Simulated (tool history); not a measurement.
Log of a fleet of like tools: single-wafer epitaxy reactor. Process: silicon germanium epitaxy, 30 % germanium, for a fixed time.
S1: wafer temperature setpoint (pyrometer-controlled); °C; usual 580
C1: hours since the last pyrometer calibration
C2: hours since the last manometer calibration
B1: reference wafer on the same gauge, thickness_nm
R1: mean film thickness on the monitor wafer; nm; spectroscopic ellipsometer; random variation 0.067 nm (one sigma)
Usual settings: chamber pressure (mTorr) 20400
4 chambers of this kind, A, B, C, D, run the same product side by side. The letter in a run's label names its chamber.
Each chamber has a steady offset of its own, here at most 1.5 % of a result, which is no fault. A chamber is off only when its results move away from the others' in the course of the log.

run 1A day=0.338 | S1=580 chamber_pressure_(mTorr)=20400 | C1=325.5 C2=589.3 | B1=45.198 | R1=41.44
run 2C day=0.912 | S1=580 chamber_pressure_(mTorr)=20400 | C1=1332.6 C2=2371.3 | B1=45.238 | R1=41.327
run 3B day=1.188 | S1=580 chamber_pressure_(mTorr)=20400 | C1=627.2 C2=1499 | B1=45.228 | R1=41.081
run 4D day=1.717 | S1=580 chamber_pressure_(mTorr)=20400 | C1=837.5 C2=1050.7 | B1=45.233 | R1=41.026
run 5A day=2.229 | S1=580 chamber_pressure_(mTorr)=20400 | C1=370.9 C2=634.7 | B1=45.272 | R1=41.497
run 6C day=2.717 | S1=580 chamber_pressure_(mTorr)=20400 | C1=1375.9 C2=2414.6 | B1=45.259 | R1=41.469
run 7B day=3.062 | S1=570 chamber_pressure_(mTorr)=20400 | C1=672.2 C2=1544 | B1=45.289 | R1=33.874
run 8D day=3.521 | S1=570 chamber_pressure_(mTorr)=20400 | C1=880.8 C2=1094 | B1=45.278 | R1=33.821
run 9B day=3.808 | S1=570 chamber_pressure_(mTorr)=20400 | C1=690.1 C2=1561.9 | B1=45.306 | R1=33.817
run 10A day=4.117 | S1=570 chamber_pressure_(mTorr)=20400 | C1=416.2 C2=680 | B1=45.293 | R1=34.165
run 11D day=4.638 | S1=580 chamber_pressure_(mTorr)=20400 | C1=907.6 C2=1120.8 | B1=45.31 | R1=40.878
-- day=4.979 chamber C: capacitance manometer re-zeroed and calibrated
run 12C day=5.071 | S1=580 chamber_pressure_(mTorr)=20400 | C1=1432.4 C2=2.3 | B1=45.32 | R1=41.43
run 13B day=5.679 | S1=572 chamber_pressure_(mTorr)=20400 | C1=735 C2=1606.8 | B1=45.333 | R1=35.287
run 14D day=5.983 | S1=572 chamber_pressure_(mTorr)=20400 | C1=939.9 C2=1153.1 | B1=45.358 | R1=35.266
run 15A day=6.367 | S1=572 chamber_pressure_(mTorr)=20400 | C1=470.2 C2=734 | B1=45.356 | R1=35.603
-- day=6.471 chamber C: pyrometer calibrated
run 16C day=6.779 | S1=572 chamber_pressure_(mTorr)=20400 | C1=7.4 C2=43.3 | B1=45.372 | R1=35.5
run 17C day=7.238 | S1=580 chamber_pressure_(mTorr)=20400 | C1=18.4 C2=54.3 | B1=45.401 | R1=41.437
run 18A day=7.583 | S1=580 chamber_pressure_(mTorr)=20400 | C1=499.4 C2=763.2 | B1=45.398 | R1=41.514
run 19D day=8.067 | S1=580 chamber_pressure_(mTorr)=20400 | C1=989.9 C2=1203.1 | B1=45.407 | R1=41.096
run 20B day=8.367 | S1=580 chamber_pressure_(mTorr)=20400 | C1=799.5 C2=1671.3 | B1=45.412 | R1=41.37
run 21B day=8.808 | S1=580 chamber_pressure_(mTorr)=20400 | C1=810.1 C2=1681.9 | B1=45.412 | R1=41.296
run 22C day=9.212 | S1=580 chamber_pressure_(mTorr)=20400 | C1=65.8 C2=101.7 | B1=45.44 | R1=41.573
run 23D day=9.621 | S1=580 chamber_pressure_(mTorr)=20400 | C1=1027.2 C2=1240.4 | B1=45.437 | R1=41.096
run 24A day=9.9 | S1=580 chamber_pressure_(mTorr)=20400 | C1=555 C2=818.8 | B1=45.452 | R1=41.643
run 25C day=10.267 | S1=580 chamber_pressure_(mTorr)=20400 | C1=91.1 C2=127 | B1=45.453 | R1=41.597
-- day=10.271 chamber B: capacitance manometer re-zeroed and calibrated
run 26B day=10.55 | S1=580 chamber_pressure_(mTorr)=20400 | C1=851.9 C2=6.8 | B1=45.482 | R1=41.273
run 27A day=11.15 | S1=580 chamber_pressure_(mTorr)=20400 | C1=585 C2=848.8 | B1=45.497 | R1=41.674
run 28D day=11.475 | S1=580 chamber_pressure_(mTorr)=20400 | C1=1071.7 C2=1284.9 | B1=45.48 | R1=41.175

Is one chamber off against the others, does the gauge drift, or is nothing wrong? If a chamber is off, say which, and what the likeliest cause is.

The gauge drifts, so all chambers seem to drift together. No chamber is off.
Cause: gauge reads high (%) = 0.679.
